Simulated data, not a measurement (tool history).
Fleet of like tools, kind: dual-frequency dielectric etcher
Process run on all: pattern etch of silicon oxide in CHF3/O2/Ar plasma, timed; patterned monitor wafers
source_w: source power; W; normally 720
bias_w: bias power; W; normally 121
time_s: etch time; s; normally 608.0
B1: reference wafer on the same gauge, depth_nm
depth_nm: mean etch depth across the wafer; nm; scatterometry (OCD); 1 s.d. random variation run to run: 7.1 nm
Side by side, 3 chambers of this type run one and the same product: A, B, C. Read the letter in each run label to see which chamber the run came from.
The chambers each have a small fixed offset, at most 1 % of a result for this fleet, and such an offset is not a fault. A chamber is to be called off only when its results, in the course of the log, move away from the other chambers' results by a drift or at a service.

Run 1A, day 0.250: usual settings; B1 1059.8. Result: depth_nm 1132.00 nm.
Run 2C, day 0.504: usual settings; B1 1060.8. Result: depth_nm 1130.10 nm.
Run 3B, day 0.712: usual settings; B1 1060.1. Result: depth_nm 1156.80 nm.
Run 4B, day 0.942: usual settings; B1 1059.9. Result: depth_nm 1149.30 nm.
Run 5C, day 1.104: usual settings but source_w 880 W; B1 1058.7. Result: depth_nm 1205.80 nm.
Run 6A, day 1.225: usual settings but source_w 880 W; B1 1062.0. Result: depth_nm 1242.30 nm.
Run 7B, day 1.412: usual settings but source_w 880 W; B1 1060.2. Result: depth_nm 1237.80 nm.
Run 8C, day 1.683: usual settings; B1 1060.4. Result: depth_nm 1133.70 nm.
Run 9A, day 1.825: usual settings; B1 1061.2. Result: depth_nm 1144.40 nm.
Run 10C, day 2.004: usual settings; B1 1058.6. Result: depth_nm 1136.90 nm.
Run 11A, day 2.229: usual settings but source_w 840 W, bias_w 103 W; B1 1060.5. Result: depth_nm 1164.00 nm.
Run 12B, day 2.388: usual settings but source_w 840 W, bias_w 103 W; B1 1059.6. Result: depth_nm 1150.10 nm.
Run 13A, day 2.508: usual settings but source_w 840 W, bias_w 103 W; B1 1059.0. Result: depth_nm 1160.10 nm.
Run 14C, day 2.646: usual settings; B1 1060.4. Result: depth_nm 1123.90 nm.
Run 15B, day 2.775: usual settings; B1 1059.4. Result: depth_nm 1134.80 nm.
At day 2.779: chamber A: wet clean of the chamber.
Run 16A, day 3.008: usual settings; B1 1058.2. Result: depth_nm 1150.20 nm.
Run 17B, day 3.188: usual settings; B1 1058.0. Result: depth_nm 1138.90 nm.
Run 18C, day 3.367: usual settings but time_s 684.5 s; B1 1062.4. Result: depth_nm 1271.40 nm.
Run 19C, day 3.567: usual settings but time_s 684.5 s; B1 1060.0. Result: depth_nm 1271.40 nm.
Run 20B, day 3.825: usual settings but time_s 684.5 s; B1 1058.4. Result: depth_nm 1287.10 nm.
Run 21A, day 4.058: usual settings; B1 1059.3. Result: depth_nm 1151.50 nm.
Run 22A, day 4.258: usual settings; B1 1059.5. Result: depth_nm 1161.50 nm.
Run 23C, day 4.512: usual settings; B1 1060.1. Result: depth_nm 1121.00 nm.
Run 24B, day 4.671: usual settings; B1 1059.4. Result: depth_nm 1140.20 nm.
Run 25A, day 4.854: usual settings; B1 1058.9. Result: depth_nm 1155.80 nm.
Run 26C, day 5.108: usual settings but source_w 850 W, time_s 542.0 s; B1 1059.9. Result: depth_nm 1071.60 nm.
Run 27B, day 5.379: usual settings but source_w 850 W, time_s 542.0 s; B1 1059.2. Result: depth_nm 1084.70 nm.
Run 28A, day 5.621: usual settings but source_w 850 W, time_s 542.0 s; B1 1060.2. Result: depth_nm 1094.30 nm.
Run 29C, day 5.771: usual settings; B1 1060.9. Result: depth_nm 1132.70 nm.
Run 30B, day 6.025: usual settings; B1 1058.9. Result: depth_nm 1133.10 nm.
Run 31B, day 6.150: usual settings; B1 1061.8. Result: depth_nm 1127.30 nm.
Run 32A, day 6.358: usual settings but source_w 860 W, time_s 484.5 s; B1 1061.9. Result: depth_nm 979.57 nm.
Run 33C, day 6.617: usual settings but source_w 860 W, time_s 484.5 s; B1 1061.6. Result: depth_nm 971.44 nm.
Run 34A, day 6.788: usual settings but source_w 860 W, time_s 484.5 s; B1 1058.8. Result: depth_nm 979.55 nm.
Run 35C, day 6.925: usual settings but bias_w 107 W; B1 1060.4. Result: depth_nm 1079.60 nm.
Run 36B, day 7.162: usual settings but bias_w 107 W; B1 1059.2. Result: depth_nm 1085.70 nm.
Run 37A, day 7.296: usual settings but bias_w 107 W; B1 1059.5. Result: depth_nm 1113.00 nm.
Run 38C, day 7.525: usual settings but source_w 810 W, bias_w 110 W; B1 1060.5. Result: depth_nm 1138.60 nm.

The same settings go to every chamber for the next run, one line per chamber below. Forecast the results for each:
Run 39A, day 7.717: usual settings but time_s 704.5 s. Result: depth_nm ?.
Run 39B, day 7.717: usual settings but time_s 704.5 s. Result: depth_nm ?.
Run 39C, day 7.717: usual settings but time_s 704.5 s. Result: depth_nm ?.

run  depth_nm
39A   1319.90
39B   1310.70
39C   1306.00
